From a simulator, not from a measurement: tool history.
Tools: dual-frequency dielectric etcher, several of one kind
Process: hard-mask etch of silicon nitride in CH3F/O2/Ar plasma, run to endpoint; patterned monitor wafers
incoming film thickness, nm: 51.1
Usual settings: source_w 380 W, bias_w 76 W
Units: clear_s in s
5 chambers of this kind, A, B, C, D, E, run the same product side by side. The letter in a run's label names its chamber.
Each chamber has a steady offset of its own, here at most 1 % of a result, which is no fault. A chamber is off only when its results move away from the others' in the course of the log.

run,hour,source_w,bias_w,hours since the last wet clean,hours since the last source power generator calibration,hours since the last bias power generator calibration,clear_s
1C,10.2,380,76,335.9,1641,846.3,73.601
2D,17.4,380,76,297.2,796.9,1862.5,73.275
3E,28,380,76,362.8,2031.1,5106.9,74.012
# hour 37: chamber E: wet clean of the chamber
4B,39.8,380,76,382.3,1165.3,4458.6,74.913
5A,46.1,380,76,434.4,217,974.4,73.851
6C,54,380,76,379.7,1684.8,890.1,73.597
7D,60,380,76,339.8,839.5,1905.1,73.76
8E,70.8,380,76,33.9,2073.9,5149.7,73.796
9A,81.8,380,76,470.1,252.7,1010.1,73.791
# hour 91.4: chamber C: wet clean of the chamber
10B,93.7,380,76,436.2,1219.2,4512.5,74.651
11C,104.6,380,76,13.2,1735.4,940.7,73.296
12A,112.6,380,59,500.9,283.5,1040.9,81.152
13D,120.6,380,59,400.4,900.1,1965.7,80.675
# hour 129: chamber B: bias power generator calibrated
14E,131.4,380,59,94.5,2134.5,5210.3,80.096
15B,138.7,380,59,481.2,1264.2,9.7,81.526
# hour 147.6: chamber B: wet clean of the chamber
16D,147.8,380,59,427.6,927.3,1992.9,80.552
17E,154.4,380,76,117.5,2157.5,5233.3,73.869
18A,161.7,380,76,550,332.6,1090,73.654
19B,170.3,380,76,22.7,1295.8,41.3,74.821
# hour 170.5: chamber E: bias power generator calibrated
20C,179.8,380,76,88.4,1810.6,1015.9,73.391
21B,189.1,380,76,41.5,1314.6,60.1,75.082
22D,194.7,380,76,474.5,974.2,2039.8,73.171
23A,204.2,380,76,592.5,375.1,1132.5,73.677
24E,215,380,76,178.1,2218.1,44.6,73.789
25C,226.9,380,76,135.5,1857.7,1063,73.774
26A,235.7,380,93,624,406.6,1164,69.024
27D,241.3,380,93,521.1,1020.8,2086.4,67.366
28E,250.5,380,93,213.6,2253.6,80.1,68.419
29C,259.5,380,93,168.1,1890.3,1095.6,68.406
30B,270.7,380,93,123.1,1396.2,141.7,69.751
31B,281.4,380,76,133.8,1406.9,152.4,74.89
32C,287.5,430,94,196.1,1918.3,1123.6,65.031
33E,295.5,430,94,258.6,2298.6,125.1,65.715
34D,305.7,430,94,585.5,1085.2,2150.8,62.66
35A,312.2,430,94,700.5,483.1,1240.5,65.509
# hour 318.6: chamber A: wet clean of the chamber
36D,321.7,430,94,601.5,1101.2,2166.8,62.674
37C,331.2,380,76,239.8,1962,1167.3,73.922
38E,337.2,380,76,300.3,2340.3,166.8,74.006
39B,342.9,380,76,195.3,1468.4,213.9,74.611
40A,350.7,380,76,32.2,521.6,1279,73.843

All 5 chambers run these settings next. Forecast each chamber's results:
41A,359.4,380,76,,,,?
41B,359.4,380,76,,,,?
41C,359.4,380,76,,,,?
41D,359.4,380,76,,,,?
41E,359.4,380,76,,,,?

run,clear_s
41A,73.387
41B,74.301
41C,73.827
41D,70.762
41E,73.676
